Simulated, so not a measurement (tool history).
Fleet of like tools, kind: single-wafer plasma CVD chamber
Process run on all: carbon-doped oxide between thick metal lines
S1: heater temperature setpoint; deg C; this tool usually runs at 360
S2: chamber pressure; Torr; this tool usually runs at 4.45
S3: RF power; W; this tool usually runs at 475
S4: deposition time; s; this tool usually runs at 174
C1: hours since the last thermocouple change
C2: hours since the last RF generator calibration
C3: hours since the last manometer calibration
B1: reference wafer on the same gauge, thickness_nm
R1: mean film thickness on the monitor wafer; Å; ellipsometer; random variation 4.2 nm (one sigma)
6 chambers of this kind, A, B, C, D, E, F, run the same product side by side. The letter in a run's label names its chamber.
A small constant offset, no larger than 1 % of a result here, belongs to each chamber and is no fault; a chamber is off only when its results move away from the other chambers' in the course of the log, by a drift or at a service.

| run | hour | S1 | S2 | S3 | S4 | C1 | C2 | C3 | B1 | R1 |
|---|---|---|---|---|---|---|---|---|---|---|
| 1B | 6.4 | 360 | 4.45 | 475 | 174 | 516.8 | 1972.2 | 1974.1 | 819.8 | 8105.5 |
|  | 11.8 | chamber F: RF generator calibrated |
| 2A | 17 | 360 | 4.45 | 475 | 174 | 1052.8 | 878.9 | 2127.1 | 820.07 | 8142.5 |
| 3D | 28.5 | 360 | 4.45 | 475 | 174 | 1596.3 | 1466.5 | 1608.2 | 818.78 | 8086 |
| 4C | 39.3 | 360 | 4.45 | 475 | 174 | 778.3 | 560.9 | 2084.3 | 819.33 | 7979.4 |
| 5E | 47.9 | 360 | 4.45 | 475 | 174 | 722.1 | 454.9 | 131.8 | 818.39 | 8101.4 |
| 6F | 59 | 360 | 4.45 | 475 | 174 | 437.3 | 47.3 | 322.2 | 819.39 | 8104.3 |
| 7E | 68.6 | 360 | 4.45 | 475 | 174 | 742.8 | 475.6 | 152.5 | 819.59 | 8088.3 |
| 8F | 75.2 | 360 | 4.45 | 475 | 174 | 453.5 | 63.5 | 338.4 | 818.9 | 8064.2 |
| 9D | 86.8 | 360 | 4.45 | 475 | 174 | 1654.6 | 1524.8 | 1666.5 | 819.07 | 8077.4 |
| 10A | 99.4 | 360 | 4.45 | 475 | 174 | 1135.2 | 961.3 | 2209.5 | 818.78 | 8128.7 |
| 11C | 108.9 | 360 | 4.45 | 475 | 174 | 847.9 | 630.5 | 2153.9 | 819.15 | 8029.9 |
| 12B | 121.4 | 360 | 4.45 | 475 | 174 | 631.8 | 2087.2 | 2089.1 | 818.36 | 8067.9 |
| 13A | 128.8 | 346 | 4.45 | 475 | 205 | 1164.6 | 990.7 | 2238.9 | 818.94 | 9998.1 |
| 14F | 135.9 | 346 | 4.45 | 475 | 205 | 514.2 | 124.2 | 399.1 | 819.2 | 9809.9 |
| 15D | 148.1 | 346 | 4.45 | 475 | 205 | 1715.9 | 1586.1 | 1727.8 | 818.09 | 9859 |
| 16C | 160 | 346 | 4.45 | 475 | 205 | 899 | 681.6 | 2205 | 818.29 | 9842 |
|  | 170.3 | chamber B: RF generator calibrated |
| 17B | 174 | 346 | 4.45 | 475 | 205 | 684.4 | 3.7 | 2141.7 | 818.55 | 9909.9 |
| 18E | 186.7 | 346 | 4.45 | 475 | 205 | 860.9 | 593.7 | 270.6 | 818.91 | 9852.9 |
| 19E | 195.6 | 360 | 4.45 | 475 | 174 | 869.8 | 602.6 | 279.5 | 819.06 | 8040.6 |
| 20A | 204.6 | 360 | 4.45 | 475 | 174 | 1240.4 | 1066.5 | 2314.7 | 819.18 | 8157.3 |
| 21B | 211 | 360 | 4.45 | 475 | 174 | 721.4 | 40.7 | 2178.7 | 818.75 | 8070.3 |
| 22D | 224.7 | 360 | 3.77 | 475 | 151 | 1792.5 | 1662.7 | 1804.4 | 819.05 | 6847.7 |
| 23C | 235.4 | 360 | 3.77 | 475 | 151 | 974.4 | 757 | 2280.4 | 818.46 | 6821.8 |
| 24F | 248.1 | 360 | 3.77 | 475 | 151 | 626.4 | 236.4 | 511.3 | 818.28 | 6848.3 |
|  | 256.2 | chamber A: capacitance manometer re-zeroed and calibrated |
| 25A | 256.7 | 360 | 3.77 | 475 | 151 | 1292.5 | 1118.6 | 0.6 | 818.04 | 6907 |
| 26E | 264.6 | 360 | 3.77 | 475 | 151 | 938.8 | 671.6 | 348.5 | 819.63 | 6728.1 |
|  | 274 | chamber A: RF generator calibrated |
| 27C | 276 | 360 | 3.77 | 475 | 151 | 1015 | 797.6 | 2321 | 818.22 | 6821.8 |
| 28D | 282.9 | 360 | 4.45 | 475 | 174 | 1850.7 | 1720.9 | 1862.6 | 818.56 | 8086.6 |
| 29B | 294.9 | 360 | 4.45 | 475 | 174 | 805.3 | 124.6 | 2262.6 | 817.71 | 8061.5 |
| 30F | 308.8 | 360 | 4.45 | 475 | 174 | 687.1 | 297.1 | 572 | 818.33 | 8013.2 |
| 31D | 317.8 | 360 | 4.45 | 475 | 174 | 1885.6 | 1755.8 | 1897.5 | 819.17 | 8085.3 |
| 32F | 327 | 360 | 4.45 | 475 | 174 | 705.3 | 315.3 | 590.2 | 819.25 | 8094.6 |
| 33C | 334.6 | 360 | 4.45 | 475 | 174 | 1073.6 | 856.2 | 2379.6 | 819.43 | 8071.2 |
| 34A | 343.5 | 360 | 4.45 | 475 | 174 | 1379.3 | 69.6 | 87.4 | 819.84 | 8144.4 |
| 35B | 353.6 | 360 | 4.45 | 475 | 174 | 864 | 183.3 | 2321.3 | 818.66 | 8159 |
| 36E | 359.9 | 360 | 4.45 | 555 | 174 | 1034.1 | 766.9 | 443.8 | 819.45 | 8655.2 |
| 37D | 372.6 | 360 | 4.45 | 555 | 174 | 1940.4 | 1810.6 | 1952.3 | 819.65 | 8949.6 |

What goes on in this fleet: one chamber off, a drifting gauge, or nothing beyond the chambers' own small offsets? Name the chamber and the cause, if any.

It is chamber E that slowly wanders off from its peers.
What lies behind it: delivered RF power below the setpoint (%) = 6.85.

Here are 4 candidates for chamber E's next run, each the usual settings with a change, their results left as question marks. Which one brings its results back in line with what the others give on the usual settings?
A result is in line if it is within this distance of the other chambers' mean on the usual settings: R1 150 Å
| 38E-1 | 382.8 | 360 | 4.45 | 445 | 174 |  |  |  |  | ? |
| 38E-2 | 382.8 | 360 | 4.45 | 475 | 181 |  |  |  |  | ? |
| 38E-3 | 382.8 | 360 | 4.51 | 495 | 184 |  |  |  |  | ? |
| 38E-4 | 382.8 | 360 | 4.36 | 475 | 158 |  |  |  |  | ? |

Average result of the remaining chambers running the usual settings: R1 8097.7 Å
| run | R1 |
|---|---|
| 38E-1 | 7388 |
| 38E-2 | 8066.2 |
| 38E-3 | 8459.7 |
| 38E-4 | 7022.9 |
With 38E-2, the chamber falls back in line with the rest.

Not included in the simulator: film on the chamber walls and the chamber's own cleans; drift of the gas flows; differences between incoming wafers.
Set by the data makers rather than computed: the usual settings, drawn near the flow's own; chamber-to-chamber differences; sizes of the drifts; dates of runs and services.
